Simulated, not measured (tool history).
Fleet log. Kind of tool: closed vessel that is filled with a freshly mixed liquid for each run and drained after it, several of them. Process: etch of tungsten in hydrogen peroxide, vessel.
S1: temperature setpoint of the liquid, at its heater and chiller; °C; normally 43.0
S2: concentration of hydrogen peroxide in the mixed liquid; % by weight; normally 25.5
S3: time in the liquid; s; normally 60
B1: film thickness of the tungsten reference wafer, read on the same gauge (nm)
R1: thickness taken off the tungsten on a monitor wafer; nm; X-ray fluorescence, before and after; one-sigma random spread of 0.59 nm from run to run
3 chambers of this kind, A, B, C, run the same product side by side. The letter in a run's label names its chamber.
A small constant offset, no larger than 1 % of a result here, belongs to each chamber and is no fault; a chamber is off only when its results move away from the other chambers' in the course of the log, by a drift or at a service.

{"run": "1C", "hour": 8.3, "S1": 43.0, "S2": 25.5, "S3": 60, "B1": 79.978, "R1": 84.732}
{"hour": 9.5, "done": "chamber C: new drum of peroxide connected"}
{"run": "2B", "hour": 19.2, "S1": 43.0, "S2": 25.5, "S3": 60, "B1": 79.986, "R1": 83.3}
{"run": "3A", "hour": 26.8, "S1": 43.0, "S2": 25.5, "S3": 60, "B1": 79.965, "R1": 84.119}
{"run": "4A", "hour": 34.1, "S1": 43.0, "S2": 25.5, "S3": 60, "B1": 80.028, "R1": 82.767}
{"run": "5B", "hour": 47.3, "S1": 43.0, "S2": 29.0, "S3": 30, "B1": 79.969, "R1": 44.674}
{"hour": 55.7, "done": "chamber A: new drum of peroxide connected"}
{"run": "6C", "hour": 56.8, "S1": 43.0, "S2": 29.0, "S3": 30, "B1": 80.023, "R1": 44.67}
{"run": "7B", "hour": 65.2, "S1": 43.0, "S2": 29.0, "S3": 30, "B1": 79.957, "R1": 44.501}
{"run": "8C", "hour": 80.3, "S1": 43.0, "S2": 25.5, "S3": 60, "B1": 80.039, "R1": 84.865}
{"run": "9A", "hour": 87.9, "S1": 43.0, "S2": 25.5, "S3": 60, "B1": 79.965, "R1": 83.973}
{"run": "10B", "hour": 101.5, "S1": 43.0, "S2": 28.0, "S3": 60, "B1": 80.029, "R1": 88.34}
{"run": "11A", "hour": 117.4, "S1": 43.0, "S2": 28.0, "S3": 60, "B1": 79.976, "R1": 87.591}
{"run": "12C", "hour": 127.7, "S1": 43.0, "S2": 28.0, "S3": 60, "B1": 80.08, "R1": 88.713}
{"run": "13B", "hour": 139.9, "S1": 43.0, "S2": 29.5, "S3": 40, "B1": 80.058, "R1": 59.745}
{"run": "14C", "hour": 156.3, "S1": 43.0, "S2": 29.5, "S3": 40, "B1": 79.976, "R1": 60.341}
{"run": "15A", "hour": 164.9, "S1": 43.0, "S2": 29.5, "S3": 40, "B1": 80.059, "R1": 60.284}
{"run": "16A", "hour": 175.3, "S1": 43.0, "S2": 25.5, "S3": 60, "B1": 80.019, "R1": 84.123}
{"run": "17C", "hour": 186.7, "S1": 43.0, "S2": 25.5, "S3": 60, "B1": 80.03, "R1": 83.8}
{"run": "18B", "hour": 202.1, "S1": 33.5, "S2": 18.5, "S3": 60, "B1": 80.031, "R1": 37.269}
{"run": "19C", "hour": 216.0, "S1": 33.5, "S2": 18.5, "S3": 60, "B1": 80.027, "R1": 38.51}
{"run": "20B", "hour": 224.2, "S1": 33.5, "S2": 18.5, "S3": 60, "B1": 79.962, "R1": 37.543}
{"run": "21A", "hour": 233.9, "S1": 43.0, "S2": 25.5, "S3": 60, "B1": 79.994, "R1": 82.817}
{"run": "22A", "hour": 244.6, "S1": 43.0, "S2": 30.0, "S3": 30, "B1": 79.994, "R1": 45.044}
{"run": "23B", "hour": 255.1, "S1": 43.0, "S2": 30.0, "S3": 30, "B1": 79.981, "R1": 43.986}
{"run": "24C", "hour": 268.8, "S1": 43.0, "S2": 30.0, "S3": 30, "B1": 80.017, "R1": 45.663}
{"run": "25A", "hour": 283.6, "S1": 43.0, "S2": 25.5, "S3": 60, "B1": 80.001, "R1": 83.058}
{"hour": 283.8, "done": "chamber C: peroxide flow meter replaced"}
{"run": "26C", "hour": 299.7, "S1": 43.0, "S2": 25.5, "S3": 60, "B1": 80.003, "R1": 83.085}
{"run": "27B", "hour": 314.5, "S1": 43.0, "S2": 25.5, "S3": 60, "B1": 79.992, "R1": 80.308}
{"run": "28C", "hour": 326.0, "S1": 48.0, "S2": 25.5, "S3": 90, "B1": 79.981, "R1": 171.13}
{"run": "29A", "hour": 341.6, "S1": 48.0, "S2": 25.5, "S3": 90, "B1": 80.013, "R1": 170.29}
{"run": "30B", "hour": 349.0, "S1": 48.0, "S2": 25.5, "S3": 90, "B1": 80.028, "R1": 165.23}
{"run": "31A", "hour": 361.2, "S1": 43.0, "S2": 25.5, "S3": 60, "B1": 79.972, "R1": 83.989}
{"run": "32C", "hour": 370.3, "S1": 43.0, "S2": 25.5, "S3": 60, "B1": 79.984, "R1": 83.676}
{"run": "33B", "hour": 380.0, "S1": 43.0, "S2": 25.5, "S3": 60, "B1": 80.019, "R1": 79.276}
{"run": "34B", "hour": 396.0, "S1": 43.0, "S2": 25.5, "S3": 60, "B1": 79.984, "R1": 79.672}
{"run": "35A", "hour": 404.5, "S1": 43.0, "S2": 25.5, "S3": 60, "B1": 79.976, "R1": 82.199}
{"run": "36C", "hour": 414.2, "S1": 43.0, "S2": 25.5, "S3": 60, "B1": 79.984, "R1": 84.32}
{"run": "37C", "hour": 424.0, "S1": 43.0, "S2": 25.5, "S3": 60, "B1": 79.978, "R1": 84.268}
{"run": "38B", "hour": 440.5, "S1": 43.0, "S2": 25.5, "S3": 60, "B1": 80.0, "R1": 77.664}
{"run": "39A", "hour": 454.6, "S1": 43.0, "S2": 25.5, "S3": 60, "B1": 79.932, "R1": 83.103}
{"run": "40A", "hour": 467.7, "S1": 43.0, "S2": 25.5, "S3": 60, "B1": 79.967, "R1": 82.495}
{"run": "41C", "hour": 482.9, "S1": 43.0, "S2": 25.5, "S3": 60, "B1": 79.993, "R1": 84.403}
{"run": "42B", "hour": 490.9, "S1": 43.0, "S2": 25.5, "S3": 60, "B1": 79.982, "R1": 77.966}

One chamber off, gauge drift, or nothing amiss beyond the chambers' own small offsets? If it is a chamber, which one, and what is the likeliest cause?

Little by little, chamber B moves away from the other chambers.
Likeliest cause: liquid colder than its thermometer reads (K) = 1.03.
With only this log, it may be confused with: peroxide flow below the setpoint (%).

Here are 4 candidates for chamber B's next run, each the usual settings with a change, their results left as question marks. Which one brings its results back in line with what the others give on the usual settings?
To be in line, a result may differ from the other chambers' mean on the usual settings by at most: R1 2.100 nm
{"run": "43B-1", "hour": 502.7, "S1": 42.0, "S2": 25.5, "S3": 55, "R1": "?"}
{"run": "43B-2", "hour": 502.7, "S1": 44.0, "S2": 25.5, "S3": 65, "R1": "?"}
{"run": "43B-3", "hour": 502.7, "S1": 44.0, "S2": 25.5, "S3": 60, "R1": "?"}
{"run": "43B-4", "hour": 502.7, "S1": 42.0, "S2": 25.5, "S3": 60, "R1": "?"}

What the other chambers average on the usual settings: R1 83.483 nm
run=43B-1 R1=67.282
run=43B-2 R1=90.423
run=43B-3 R1=83.468
run=43B-4 R1=73.399
With 43B-3, the chamber falls back in line with the rest.
